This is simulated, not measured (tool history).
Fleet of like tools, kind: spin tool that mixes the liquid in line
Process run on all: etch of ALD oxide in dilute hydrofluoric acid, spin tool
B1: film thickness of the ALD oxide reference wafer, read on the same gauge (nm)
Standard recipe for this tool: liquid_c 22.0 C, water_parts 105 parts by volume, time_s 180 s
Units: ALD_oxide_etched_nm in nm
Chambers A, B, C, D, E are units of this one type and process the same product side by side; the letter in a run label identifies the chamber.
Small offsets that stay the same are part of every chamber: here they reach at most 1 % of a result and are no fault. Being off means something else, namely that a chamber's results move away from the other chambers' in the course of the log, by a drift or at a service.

run 1E hour=10.3 | liquid_c=22.0 water_parts=105 time_s=180 | B1=110.00 | ALD_oxide_etched_nm=44.880
run 2B hour=17.4 | liquid_c=22.0 water_parts=105 time_s=180 | B1=110.00 | ALD_oxide_etched_nm=44.392
run 3C hour=29.0 | liquid_c=22.0 water_parts=105 time_s=180 | B1=110.02 | ALD_oxide_etched_nm=45.306
run 4A hour=43.6 | liquid_c=22.0 water_parts=105 time_s=180 | B1=110.02 | ALD_oxide_etched_nm=43.947
run 5D hour=53.5 | liquid_c=22.0 water_parts=105 time_s=180 | B1=109.99 | ALD_oxide_etched_nm=44.497
run 6D hour=61.0 | liquid_c=22.0 water_parts=105 time_s=180 | B1=110.02 | ALD_oxide_etched_nm=44.001
run 7A hour=68.7 | liquid_c=22.0 water_parts=105 time_s=75 | B1=109.99 | ALD_oxide_etched_nm=18.333
run 8E hour=83.2 | liquid_c=22.0 water_parts=105 time_s=75 | B1=109.97 | ALD_oxide_etched_nm=18.433
run 9C hour=94.8 | liquid_c=22.0 water_parts=105 time_s=75 | B1=110.04 | ALD_oxide_etched_nm=18.388
run 10B hour=105.0 | liquid_c=22.0 water_parts=105 time_s=75 | B1=109.97 | ALD_oxide_etched_nm=18.530
run 11D hour=115.8 | liquid_c=22.0 water_parts=105 time_s=75 | B1=109.96 | ALD_oxide_etched_nm=18.590
run 12A hour=128.2 | liquid_c=22.0 water_parts=105 time_s=180 | B1=110.00 | ALD_oxide_etched_nm=43.849
run 13C hour=138.1 | liquid_c=22.0 water_parts=105 time_s=180 | B1=110.06 | ALD_oxide_etched_nm=44.557
run 14E hour=150.4 | liquid_c=17.5 water_parts=60 time_s=180 | B1=110.02 | ALD_oxide_etched_nm=68.817
run 15B hour=157.3 | liquid_c=17.5 water_parts=60 time_s=180 | B1=110.00 | ALD_oxide_etched_nm=68.394
run 16C hour=164.2 | liquid_c=17.5 water_parts=60 time_s=180 | B1=109.99 | ALD_oxide_etched_nm=67.379
-- hour=168.1 chamber A: thermometer replaced
run 17E hour=171.4 | liquid_c=17.5 water_parts=60 time_s=180 | B1=109.99 | ALD_oxide_etched_nm=69.063
run 18D hour=183.5 | liquid_c=17.5 water_parts=60 time_s=180 | B1=109.97 | ALD_oxide_etched_nm=68.467
run 19A hour=193.9 | liquid_c=22.0 water_parts=105 time_s=180 | B1=110.00 | ALD_oxide_etched_nm=44.063
run 20B hour=203.7 | liquid_c=22.0 water_parts=105 time_s=180 | B1=110.01 | ALD_oxide_etched_nm=44.718
-- hour=207.0 chamber C: thermometer replaced
run 21B hour=212.4 | liquid_c=22.0 water_parts=105 time_s=180 | B1=110.03 | ALD_oxide_etched_nm=44.586
run 22C hour=221.0 | liquid_c=22.0 water_parts=105 time_s=180 | B1=110.02 | ALD_oxide_etched_nm=44.810
run 23E hour=231.9 | liquid_c=22.0 water_parts=105 time_s=180 | B1=110.04 | ALD_oxide_etched_nm=44.872
run 24D hour=239.4 | liquid_c=22.0 water_parts=105 time_s=180 | B1=110.02 | ALD_oxide_etched_nm=45.663
run 25A hour=249.1 | liquid_c=22.0 water_parts=105 time_s=180 | B1=109.97 | ALD_oxide_etched_nm=44.195
run 26E hour=261.8 | liquid_c=22.0 water_parts=105 time_s=180 | B1=109.96 | ALD_oxide_etched_nm=44.745
run 27D hour=275.5 | liquid_c=22.0 water_parts=105 time_s=180 | B1=110.03 | ALD_oxide_etched_nm=45.810
run 28B hour=285.6 | liquid_c=25.5 water_parts=130 time_s=180 | B1=110.00 | ALD_oxide_etched_nm=39.998
run 29A hour=295.9 | liquid_c=25.5 water_parts=130 time_s=180 | B1=110.02 | ALD_oxide_etched_nm=39.475
run 30C hour=304.2 | liquid_c=25.5 water_parts=130 time_s=180 | B1=110.01 | ALD_oxide_etched_nm=39.915
run 31C hour=310.9 | liquid_c=25.5 water_parts=130 time_s=180 | B1=110.02 | ALD_oxide_etched_nm=40.198
run 32B hour=321.3 | liquid_c=25.5 water_parts=130 time_s=180 | B1=110.01 | ALD_oxide_etched_nm=40.049
run 33A hour=335.0 | liquid_c=22.0 water_parts=105 time_s=180 | B1=109.99 | ALD_oxide_etched_nm=44.204
run 34E hour=343.1 | liquid_c=22.0 water_parts=105 time_s=180 | B1=109.98 | ALD_oxide_etched_nm=45.035
run 35D hour=354.8 | liquid_c=22.0 water_parts=130 time_s=125 | B1=109.99 | ALD_oxide_etched_nm=25.582
run 36B hour=367.6 | liquid_c=22.0 water_parts=130 time_s=125 | B1=109.98 | ALD_oxide_etched_nm=24.463
-- hour=379.5 chamber E: thermometer replaced
run 37E hour=381.2 | liquid_c=22.0 water_parts=130 time_s=125 | B1=109.98 | ALD_oxide_etched_nm=24.347

Is one chamber out of step, is the gauge drifting, or do the chambers differ by no more than their own small offsets? For an off chamber, give its letter and the likeliest cause.

It is chamber D that slowly wanders off from its peers.
What lies behind it: liquid hotter than its thermometer reads (K) = 1.2.
It could be hard to tell apart here from: hydrofluoric acid flow above the setpoint (%).

Here are 4 candidates for chamber D's next run, each the usual settings with a change, their results left as question marks. Which one brings its results back in line with what the others give on the usual settings?
Counts as in line when no further than this from what the other chambers average on the usual settings: ALD_oxide_etched_nm 1.000 nm
run 38D-1 hour=391.7 | liquid_c=22.0 water_parts=100 time_s=185 | ALD_oxide_etched_nm=?
run 38D-2 hour=391.7 | liquid_c=22.0 water_parts=110 time_s=180 | ALD_oxide_etched_nm=?
run 38D-3 hour=391.7 | liquid_c=22.0 water_parts=105 time_s=165 | ALD_oxide_etched_nm=?
run 38D-4 hour=391.7 | liquid_c=22.0 water_parts=100 time_s=180 | ALD_oxide_etched_nm=?

Usual-settings mean across the other chambers: ALD_oxide_etched_nm 44.493 nm
run=38D-1 ALD_oxide_etched_nm=50.523
run=38D-2 ALD_oxide_etched_nm=44.222
run=38D-3 ALD_oxide_etched_nm=42.691
run=38D-4 ALD_oxide_etched_nm=49.157
It is 38D-2 that realigns the chamber with its peers.
